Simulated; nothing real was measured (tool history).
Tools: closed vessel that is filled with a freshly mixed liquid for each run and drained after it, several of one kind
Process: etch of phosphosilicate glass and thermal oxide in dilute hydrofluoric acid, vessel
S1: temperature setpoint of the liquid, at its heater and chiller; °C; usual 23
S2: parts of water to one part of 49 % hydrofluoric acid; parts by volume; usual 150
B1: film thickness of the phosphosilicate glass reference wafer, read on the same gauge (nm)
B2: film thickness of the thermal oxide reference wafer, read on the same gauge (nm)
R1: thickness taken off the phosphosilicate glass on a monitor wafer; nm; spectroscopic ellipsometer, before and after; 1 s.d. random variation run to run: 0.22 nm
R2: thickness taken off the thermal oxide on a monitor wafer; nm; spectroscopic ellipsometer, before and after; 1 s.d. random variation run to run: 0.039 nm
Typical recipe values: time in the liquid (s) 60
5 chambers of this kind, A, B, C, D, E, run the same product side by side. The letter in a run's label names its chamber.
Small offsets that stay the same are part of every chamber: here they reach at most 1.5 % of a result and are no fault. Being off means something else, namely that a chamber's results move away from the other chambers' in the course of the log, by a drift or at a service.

run 1E hour=13.8 | S1=23 S2=150 time_in_the_liquid_(s)=60 | B1=90.007 B2=69.971 | R1=29.493 R2=1.68
run 2D hour=20.1 | S1=23 S2=150 time_in_the_liquid_(s)=60 | B1=90.005 B2=70.006 | R1=29.609 R2=1.6284
run 3C hour=33.4 | S1=23 S2=150 time_in_the_liquid_(s)=60 | B1=89.996 B2=69.995 | R1=29.852 R2=1.6054
run 4A hour=45.3 | S1=23 S2=150 time_in_the_liquid_(s)=60 | B1=89.988 B2=70.011 | R1=29.91 R2=1.6329
run 5B hour=56.2 | S1=23 S2=85 time_in_the_liquid_(s)=35 | B1=90.002 B2=70.018 | R1=33.702 R2=1.8738
run 6C hour=70.3 | S1=23 S2=85 time_in_the_liquid_(s)=35 | B1=89.997 B2=70 | R1=32.861 R2=1.9287
run 7B hour=80.8 | S1=23 S2=85 time_in_the_liquid_(s)=35 | B1=89.988 B2=70.03 | R1=33.301 R2=1.869
run 8D hour=89.8 | S1=23 S2=85 time_in_the_liquid_(s)=35 | B1=89.987 B2=70.018 | R1=32.433 R2=1.8708
run 9A hour=102.1 | S1=23 S2=85 time_in_the_liquid_(s)=35 | B1=90.004 B2=69.99 | R1=33.216 R2=1.8029
run 10E hour=113.1 | S1=23 S2=150 time_in_the_liquid_(s)=60 | B1=89.983 B2=70.004 | R1=29.588 R2=1.6481
run 11A hour=121.7 | S1=23 S2=150 time_in_the_liquid_(s)=60 | B1=89.991 B2=69.985 | R1=30.057 R2=1.6366
run 12E hour=135.3 | S1=23 S2=150 time_in_the_liquid_(s)=60 | B1=89.996 B2=70.016 | R1=29.572 R2=1.684
run 13C hour=143 | S1=23 S2=150 time_in_the_liquid_(s)=60 | B1=89.993 B2=69.993 | R1=29.701 R2=1.621
run 14B hour=156 | S1=23 S2=150 time_in_the_liquid_(s)=60 | B1=90.004 B2=70.031 | R1=29.633 R2=1.7342
run 15D hour=162.4 | S1=23 S2=150 time_in_the_liquid_(s)=60 | B1=89.987 B2=70.007 | R1=29.666 R2=1.6251
run 16B hour=176.6 | S1=23 S2=150 time_in_the_liquid_(s)=60 | B1=90.001 B2=70.014 | R1=29.822 R2=1.6627
run 17A hour=188.7 | S1=23 S2=150 time_in_the_liquid_(s)=60 | B1=89.984 B2=70.011 | R1=30.072 R2=1.6858
run 18C hour=199.1 | S1=23 S2=150 time_in_the_liquid_(s)=60 | B1=89.99 B2=69.995 | R1=29.937 R2=1.621
run 19E hour=208.3 | S1=23 S2=150 time_in_the_liquid_(s)=60 | B1=89.996 B2=70.002 | R1=29.253 R2=1.7194
run 20D hour=216.8 | S1=23 S2=150 time_in_the_liquid_(s)=60 | B1=90.008 B2=69.986 | R1=29.338 R2=1.6537
run 21D hour=223.6 | S1=23 S2=150 time_in_the_liquid_(s)=60 | B1=89.989 B2=69.983 | R1=29.5 R2=1.5867
-- hour=226.6 chamber C: hydrofluoric acid flow meter replaced
run 22A hour=231.1 | S1=23 S2=150 time_in_the_liquid_(s)=60 | B1=90.01 B2=69.982 | R1=29.88 R2=1.6564
run 23B hour=243.7 | S1=23 S2=150 time_in_the_liquid_(s)=60 | B1=89.994 B2=69.99 | R1=29.507 R2=1.665
run 24C hour=257.6 | S1=25.5 S2=150 time_in_the_liquid_(s)=60 | B1=90.014 B2=70.005 | R1=32.637 R2=1.8017
run 25E hour=265.1 | S1=25.5 S2=150 time_in_the_liquid_(s)=60 | B1=89.997 B2=69.995 | R1=32.39 R2=1.799
run 26C hour=277.7 | S1=25.5 S2=150 time_in_the_liquid_(s)=60 | B1=89.999 B2=69.993 | R1=33.271 R2=1.7954
run 27E hour=285.6 | S1=25.5 S2=150 time_in_the_liquid_(s)=60 | B1=90.012 B2=70.011 | R1=32.126 R2=1.8404
run 28D hour=299.9 | S1=25.5 S2=150 time_in_the_liquid_(s)=60 | B1=90.007 B2=70.002 | R1=32.456 R2=1.7966
run 29A hour=306.1 | S1=23 S2=150 time_in_the_liquid_(s)=60 | B1=90.024 B2=69.995 | R1=30.511 R2=1.615
run 30B hour=320.5 | S1=23 S2=150 time_in_the_liquid_(s)=60 | B1=89.995 B2=70.001 | R1=29.856 R2=1.6519
run 31E hour=327.8 | S1=23 S2=150 time_in_the_liquid_(s)=60 | B1=90.01 B2=70.03 | R1=29.737 R2=1.6985
-- hour=332.4 chamber E: hydrofluoric acid flow meter replaced
run 32C hour=339 | S1=23 S2=150 time_in_the_liquid_(s)=60 | B1=90.028 B2=70.015 | R1=29.878 R2=1.6059
run 33B hour=346 | S1=23 S2=150 time_in_the_liquid_(s)=60 | B1=89.99 B2=70.001 | R1=29.796 R2=1.6875
run 34A hour=359.6 | S1=23 S2=150 time_in_the_liquid_(s)=60 | B1=89.994 B2=70.023 | R1=29.894 R2=1.6335
run 35D hour=371.1 | S1=23 S2=150 time_in_the_liquid_(s)=60 | B1=89.99 B2=70.02 | R1=29.145 R2=1.6535
run 36B hour=379.3 | S1=23 S2=150 time_in_the_liquid_(s)=60 | B1=89.996 B2=70.024 | R1=29.865 R2=1.6562
run 37C hour=388.2 | S1=23 S2=150 time_in_the_liquid_(s)=60 | B1=90.005 B2=69.982 | R1=29.813 R2=1.6396
run 38D hour=400.2 | S1=23 S2=150 time_in_the_liquid_(s)=60 | B1=90.006 B2=69.987 | R1=29.412 R2=1.6293
run 39A hour=412.9 | S1=23 S2=150 time_in_the_liquid_(s)=60 | B1=90.009 B2=70.002 | R1=30.085 R2=1.6265
run 40E hour=422.9 | S1=23 S2=150 time_in_the_liquid_(s)=60 | B1=89.997 B2=69.989 | R1=29.434 R2=1.6664
run 41C hour=431 | S1=23 S2=150 time_in_the_liquid_(s)=60 | B1=90.001 B2=69.985 | R1=29.742 R2=1.6264
run 42D hour=441 | S1=23 S2=150 time_in_the_liquid_(s)=60 | B1=90.004 B2=70.018 | R1=29.437 R2=1.6313

Has any chamber moved away from the others, gradually or after a service, or does the common gauge drift, or do the chambers differ only by their own small steady offsets? State the chamber and the most likely cause if one applies.

The fleet is healthy, with each chamber sitting at its usual small offset and no drift in the gauge.

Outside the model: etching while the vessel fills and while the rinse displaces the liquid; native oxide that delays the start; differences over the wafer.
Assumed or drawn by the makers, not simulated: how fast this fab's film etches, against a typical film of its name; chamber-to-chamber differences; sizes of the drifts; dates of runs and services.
